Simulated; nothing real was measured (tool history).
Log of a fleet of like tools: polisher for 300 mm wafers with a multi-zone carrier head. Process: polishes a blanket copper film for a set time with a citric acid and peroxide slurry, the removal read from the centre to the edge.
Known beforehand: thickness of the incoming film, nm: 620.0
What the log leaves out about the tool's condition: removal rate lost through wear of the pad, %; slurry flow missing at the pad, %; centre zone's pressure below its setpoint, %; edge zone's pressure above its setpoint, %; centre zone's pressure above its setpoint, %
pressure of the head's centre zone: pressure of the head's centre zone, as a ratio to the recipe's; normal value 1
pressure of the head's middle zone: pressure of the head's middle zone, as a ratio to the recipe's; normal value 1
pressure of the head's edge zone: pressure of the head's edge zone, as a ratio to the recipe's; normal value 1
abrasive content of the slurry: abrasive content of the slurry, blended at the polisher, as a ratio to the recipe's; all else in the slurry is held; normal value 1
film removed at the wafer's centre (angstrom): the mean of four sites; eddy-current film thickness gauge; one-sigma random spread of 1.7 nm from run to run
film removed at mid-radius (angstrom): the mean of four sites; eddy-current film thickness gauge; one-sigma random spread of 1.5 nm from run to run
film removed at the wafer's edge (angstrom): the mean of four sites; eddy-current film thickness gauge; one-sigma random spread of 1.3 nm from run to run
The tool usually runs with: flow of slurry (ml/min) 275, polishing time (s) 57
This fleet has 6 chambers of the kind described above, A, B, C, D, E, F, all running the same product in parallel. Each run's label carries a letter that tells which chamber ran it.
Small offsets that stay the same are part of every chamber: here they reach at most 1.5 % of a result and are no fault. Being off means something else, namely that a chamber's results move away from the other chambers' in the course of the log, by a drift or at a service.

run,hour,flow of slurry (ml/min),pressure of the head's centre zone,pressure of the head's middle zone,pressure of the head's edge zone,abrasive content of the slurry,polishing time (s),wafers polished on this pad,hours since the slurry nozzle was cleaned,hours since the centre zone pressure was calibrated,hours since the edge zone pressure was calibrated,film removed at the wafer's centre (angstrom),film removed at mid-radius (angstrom),film removed at the wafer's edge (angstrom)
1B,4.8,275,1,1,1,1,57,268,190.8,433.6,344.6,1724.2,1740.8,1754.9
2A,14,275,1,1,1,1,57,620,228.3,237.5,598.1,1738.5,1734.8,1758.2
# hour 15.5: chamber D: worn pad replaced by a new one
3C,19.8,275,1,1,1,1,57,671,173.6,665.8,108.1,1721.3,1766.6,1740.1
4D,24.2,275,1,1,1,1,57,68,109.9,575.7,46.7,1737.7,1737.4,1748
5F,32.2,275,1,1,1,1,57,1079,151,845.6,281.9,1760.2,1774.4,1719.2
# hour 34.5: chamber B: edge zone pressure recalibrated
6E,40.1,275,1,1,1,1,57,605,160.6,130,204.1,1722.7,1760.3,1732.5
7C,49.1,275,1,1,1,1,57,901,202.9,695.1,137.4,1741.3,1794.5,1745
8A,58.7,275,1,1,1,1,57,971,273,282.2,642.8,1752.4,1733,1765.5
9B,66.1,275,1,1,1,1,57,749,252.1,494.9,31.7,1770.9,1766.7,1758.7
# hour 75.3: chamber F: worn pad replaced by a new one
10F,75.5,275,1,1,1,1,57,2,194.3,888.9,325.2,1747.3,1754.2,1737.6
11E,82.5,275,1,1,1,1,57,937,203,172.4,246.5,1751.2,1754.9,1703.2
12D,88.4,275,1,1,1,1,57,571,174.1,639.9,110.9,1757.7,1749.2,1725.7
# hour 93.2: chamber D: worn pad replaced by a new one
13C,97,275,1,1,1,1,57,1276,250.8,743,185.3,1728.5,1759.5,1754.3
# hour 102.8: chamber A: worn pad replaced by a new one
14F,104.2,275,1,1,1,1,57,227,223,917.6,353.9,1776.8,1752.5,1766
15A,109.8,275,1,0.96,1,1,57,55,324.1,333.3,693.9,1761.7,1672.1,1750.7
# hour 111.1: chamber B: worn pad replaced by a new one
# hour 112.3: chamber A: slurry nozzle cleaned
# hour 113.8: chamber F: centre zone pressure recalibrated
16B,116.6,275,1,0.96,1,1,57,43,302.6,545.4,82.2,1746.4,1703.9,1746.2
# hour 119.2: chamber E: worn pad replaced by a new one
17E,126,275,1,0.96,1,1,57,53,246.5,215.9,290,1740.5,1710.4,1722.8
18D,134.3,275,1,0.96,1,1,57,322,220,685.8,156.8,1764.5,1659.9,1720
19F,140,275,1,0.96,1,1,57,507,258.8,26.2,389.7,1779,1694.4,1747.8
20B,144.4,275,1,0.96,1,1,57,261,330.4,573.2,110,1727.6,1677.4,1773.9
21C,149.8,275,1,1,1,1,57,1690,303.6,795.8,238.1,1712.1,1740.2,1759.7
22A,156.2,275,1,1,1,1,57,419,44,379.7,740.3,1747.4,1746.9,1764.2
23E,162.7,275,1,1,1,1,57,341,283.2,252.6,326.7,1711.8,1727.3,1738.6
24D,168.9,275,1,1,1,1,57,593,254.6,720.4,191.4,1740,1749,1740.5
25D,176,350,1,1,1,1,68,649,261.7,727.5,198.5,2144.6,2111.2,2106
# hour 180.5: chamber D: worn pad replaced by a new one
26F,184,350,1,1,1,1,68,852,302.8,70.2,433.7,2147.1,2150.5,2151.6
27B,190.5,350,1,1,1,1,68,623,376.5,619.3,156.1,2109.2,2159.8,2136.8
28A,197.7,350,1,1,1,1,68,744,85.5,421.2,781.8,2110.9,2121,2123.5
29E,205.4,350,1,1,1,1,68,676,325.9,295.3,369.4,2098.7,2135.2,2113.8
30C,210.1,350,1,1,1,1,68,2163,363.9,856.1,298.4,2058.4,2088.1,2074.9
31A,217.9,275,1,1,1,1,57,902,105.7,441.4,802,1745.7,1762.6,1747.9
32D,225.4,275,1,1,1,1,57,352,311.1,776.9,247.9,1774.1,1741.1,1699.9
33F,230.2,275,1,1,1,1,57,1215,349,116.4,479.9,1733.3,1752.2,1727.8
34E,239.5,275,1,1,1,1,57,943,360,329.4,403.5,1756.2,1741,1745.8
# hour 247.3: chamber B: slurry nozzle cleaned
35C,247.7,275,1,1,1,1,57,2458,401.5,893.7,336,1642.7,1648.4,1674.5
# hour 250.8: chamber C: edge zone pressure recalibrated
36B,253.9,275,1,1,1,1,57,1120,6.6,682.7,219.5,1746.6,1759.3,1765.2
# hour 255.2: chamber A: worn pad replaced by a new one
# hour 260.2: chamber D: worn pad replaced by a new one
37F,260.8,275,1,1,1,1,57,1455,379.6,147,510.5,1778.8,1772.9,1767.6
38C,270.3,275,1,1,1,1,57,2635,424.1,916.3,19.6,1655.4,1679.3,1655.3
39A,275.9,275,1,1,1,1,57,163,163.7,499.4,860,1730.4,1715.7,1755.8
40E,281.6,275,1,1,1,0.7,44,1273,402.1,371.5,445.6,1251.7,1260,1245.3
41D,289,275,1,1,1,0.7,44,225,374.7,840.5,311.5,1262.3,1235.6,1233.1

Read the log: is a single chamber off, either drifting away or since a service, is the gauge that measures every chamber drifting, or is nothing wrong beyond small per-chamber offsets? Name any odd chamber and what most likely caused it.

It is chamber C that slowly wanders off from its peers.
Most likely cause: removal rate lost through wear of the pad, % = 7.15.
It could be hard to tell apart here from: slurry flow missing at the pad, %.

Chamber C could run next with any of the 4 candidate recipes listed below; each alters the usual settings, and their results appear as question marks. Which one brings its results back in line with what the other chambers deliver on the usual settings?
In line here means within this much of the mean the other chambers give on the usual settings: film removed at the wafer's centre (angstrom) 59; film removed at mid-radius (angstrom) 53; film removed at the wafer's edge (angstrom) 46
42C-1,296.2,275,1.01,0.99,1,1,61,,,,,?,?,?
42C-2,296.2,275,1,1,1,1,56,,,,,?,?,?
42C-3,296.2,275,0.99,1.01,1,1,53,,,,,?,?,?
42C-4,296.2,275,1,1,1,1,58,,,,,?,?,?

Mean of the other chambers on the usual settings: film removed at the wafer's centre (angstrom) 1742.8; film removed at mid-radius (angstrom) 1745.2; film removed at the wafer's edge (angstrom) 1744.6
run,film removed at the wafer's centre (angstrom),film removed at mid-radius (angstrom),film removed at the wafer's edge (angstrom)
42C-1,1741.7,1742.8,1749.5
42C-2,1581.5,1614.7,1605.9
42C-3,1480.3,1542.1,1519.6
42C-4,1638,1672.3,1663.2
The answer is 42C-1, which returns the chamber to within the allowed miss of the others.

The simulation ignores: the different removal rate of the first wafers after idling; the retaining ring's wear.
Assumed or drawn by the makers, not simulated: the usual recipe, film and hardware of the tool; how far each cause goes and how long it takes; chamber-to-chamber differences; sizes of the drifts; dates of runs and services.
